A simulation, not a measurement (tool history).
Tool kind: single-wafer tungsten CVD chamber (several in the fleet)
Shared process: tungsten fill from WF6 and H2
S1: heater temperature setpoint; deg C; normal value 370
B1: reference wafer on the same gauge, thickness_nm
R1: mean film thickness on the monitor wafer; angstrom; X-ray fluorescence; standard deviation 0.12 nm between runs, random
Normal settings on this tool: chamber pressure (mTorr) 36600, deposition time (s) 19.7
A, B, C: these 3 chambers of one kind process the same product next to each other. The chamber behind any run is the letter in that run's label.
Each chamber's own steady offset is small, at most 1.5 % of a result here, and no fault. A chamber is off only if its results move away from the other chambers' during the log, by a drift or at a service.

run 1A day=0.179 | S1=370 chamber_pressure_(mTorr)=36600 deposition_time_(s)=19.7 | B1=39.099 | R1=346.33
run 2C day=0.312 | S1=370 chamber_pressure_(mTorr)=36600 deposition_time_(s)=19.7 | B1=39.078 | R1=345.80
run 3B day=0.596 | S1=370 chamber_pressure_(mTorr)=36600 deposition_time_(s)=19.7 | B1=39.121 | R1=350.52
run 4A day=0.754 | S1=370 chamber_pressure_(mTorr)=36600 deposition_time_(s)=19.7 | B1=39.087 | R1=345.72
run 5B day=0.988 | S1=377 chamber_pressure_(mTorr)=36600 deposition_time_(s)=16.3 | B1=39.121 | R1=335.76
run 6C day=1.225 | S1=377 chamber_pressure_(mTorr)=36600 deposition_time_(s)=16.3 | B1=39.100 | R1=332.13
run 7A day=1.446 | S1=377 chamber_pressure_(mTorr)=36600 deposition_time_(s)=16.3 | B1=39.118 | R1=330.19
-- day=1.571 chamber C: thermocouple changed; heater temperature recalibrated
run 8C day=1.642 | S1=370 chamber_pressure_(mTorr)=42600 deposition_time_(s)=16.8 | B1=39.131 | R1=318.28
run 9B day=1.800 | S1=370 chamber_pressure_(mTorr)=42600 deposition_time_(s)=16.8 | B1=39.122 | R1=319.62
run 10C day=1.929 | S1=370 chamber_pressure_(mTorr)=42600 deposition_time_(s)=16.8 | B1=39.104 | R1=316.92
run 11A day=2.204 | S1=370 chamber_pressure_(mTorr)=36600 deposition_time_(s)=19.7 | B1=39.073 | R1=346.48
run 12B day=2.342 | S1=363 chamber_pressure_(mTorr)=36600 deposition_time_(s)=16.4 | B1=39.091 | R1=250.13
run 13A day=2.508 | S1=363 chamber_pressure_(mTorr)=36600 deposition_time_(s)=16.4 | B1=39.109 | R1=248.33
run 14B day=2.729 | S1=363 chamber_pressure_(mTorr)=36600 deposition_time_(s)=16.4 | B1=39.109 | R1=251.18
run 15C day=2.942 | S1=370 chamber_pressure_(mTorr)=36600 deposition_time_(s)=19.7 | B1=39.086 | R1=346.34
-- day=3.075 chamber B: thermocouple changed; heater temperature recalibrated
run 16A day=3.150 | S1=370 chamber_pressure_(mTorr)=36600 deposition_time_(s)=19.7 | B1=39.109 | R1=345.93
run 17C day=3.342 | S1=370 chamber_pressure_(mTorr)=36600 deposition_time_(s)=19.7 | B1=39.084 | R1=346.21
run 18B day=3.583 | S1=376 chamber_pressure_(mTorr)=40900 deposition_time_(s)=19.7 | B1=39.111 | R1=417.31
run 19A day=3.808 | S1=376 chamber_pressure_(mTorr)=40900 deposition_time_(s)=19.7 | B1=39.080 | R1=410.48
run 20B day=3.950 | S1=376 chamber_pressure_(mTorr)=40900 deposition_time_(s)=19.7 | B1=39.099 | R1=419.42
-- day=4.062 chamber A: capacitance manometer re-zeroed and calibrated
run 21C day=4.204 | S1=370 chamber_pressure_(mTorr)=36600 deposition_time_(s)=19.7 | B1=39.087 | R1=346.35
run 22C day=4.346 | S1=370 chamber_pressure_(mTorr)=36600 deposition_time_(s)=19.7 | B1=39.133 | R1=345.74
run 23A day=4.612 | S1=370 chamber_pressure_(mTorr)=36600 deposition_time_(s)=19.7 | B1=39.056 | R1=333.53
run 24B day=4.754 | S1=370 chamber_pressure_(mTorr)=36600 deposition_time_(s)=19.7 | B1=39.108 | R1=350.22
run 25A day=4.971 | S1=370 chamber_pressure_(mTorr)=36600 deposition_time_(s)=19.7 | B1=39.105 | R1=334.62
run 26C day=5.221 | S1=370 chamber_pressure_(mTorr)=36600 deposition_time_(s)=19.7 | B1=39.138 | R1=345.95
run 27B day=5.404 | S1=370 chamber_pressure_(mTorr)=36600 deposition_time_(s)=19.7 | B1=39.089 | R1=350.34
run 28C day=5.608 | S1=370 chamber_pressure_(mTorr)=36600 deposition_time_(s)=19.7 | B1=39.093 | R1=346.71
run 29B day=5.900 | S1=370 chamber_pressure_(mTorr)=36600 deposition_time_(s)=19.7 | B1=39.084 | R1=350.22
run 30A day=6.121 | S1=370 chamber_pressure_(mTorr)=36600 deposition_time_(s)=19.7 | B1=39.052 | R1=332.13
run 31A day=6.292 | S1=370 chamber_pressure_(mTorr)=36600 deposition_time_(s)=19.7 | B1=39.102 | R1=331.92
run 32B day=6.429 | S1=370 chamber_pressure_(mTorr)=36600 deposition_time_(s)=19.7 | B1=39.127 | R1=350.06
run 33C day=6.558 | S1=370 chamber_pressure_(mTorr)=36600 deposition_time_(s)=19.7 | B1=39.137 | R1=345.48
run 34C day=6.754 | S1=370 chamber_pressure_(mTorr)=36600 deposition_time_(s)=19.7 | B1=39.076 | R1=344.54
run 35A day=7.012 | S1=370 chamber_pressure_(mTorr)=36600 deposition_time_(s)=19.7 | B1=39.057 | R1=334.05

Read the log: is a single chamber off, either drifting away or since a service, is the gauge that measures every chamber drifting, or is nothing wrong beyond small per-chamber offsets? Name any odd chamber and what most likely caused it.

A service on chamber A put it out of line with the rest.
What lies behind it: true pressure below the setpoint (%) = 7.56.

Chamber A could run next with any of the 4 candidate recipes listed below; each alters the usual settings, and their results appear as question marks. Which one brings its results back in line with what the other chambers deliver on the usual settings?
To be in line, a result may differ from the other chambers' mean on the usual settings by at most: R1 4.30 angstrom
run 36A-1 day=7.221 | S1=370 chamber_pressure_(mTorr)=37500 deposition_time_(s)=20.3 | R1=?
run 36A-2 day=7.221 | S1=372 chamber_pressure_(mTorr)=37100 deposition_time_(s)=20.0 | R1=?
run 36A-3 day=7.221 | S1=370 chamber_pressure_(mTorr)=33300 deposition_time_(s)=19.7 | R1=?
run 36A-4 day=7.221 | S1=367 chamber_pressure_(mTorr)=36600 deposition_time_(s)=19.7 | R1=?

What the other chambers average on the usual settings: R1 348.15 angstrom
run=36A-1 R1=347.98
run=36A-2 R1=355.52
run=36A-3 R1=319.25
run=36A-4 R1=313.27
36A-1 brings the chamber back in line.
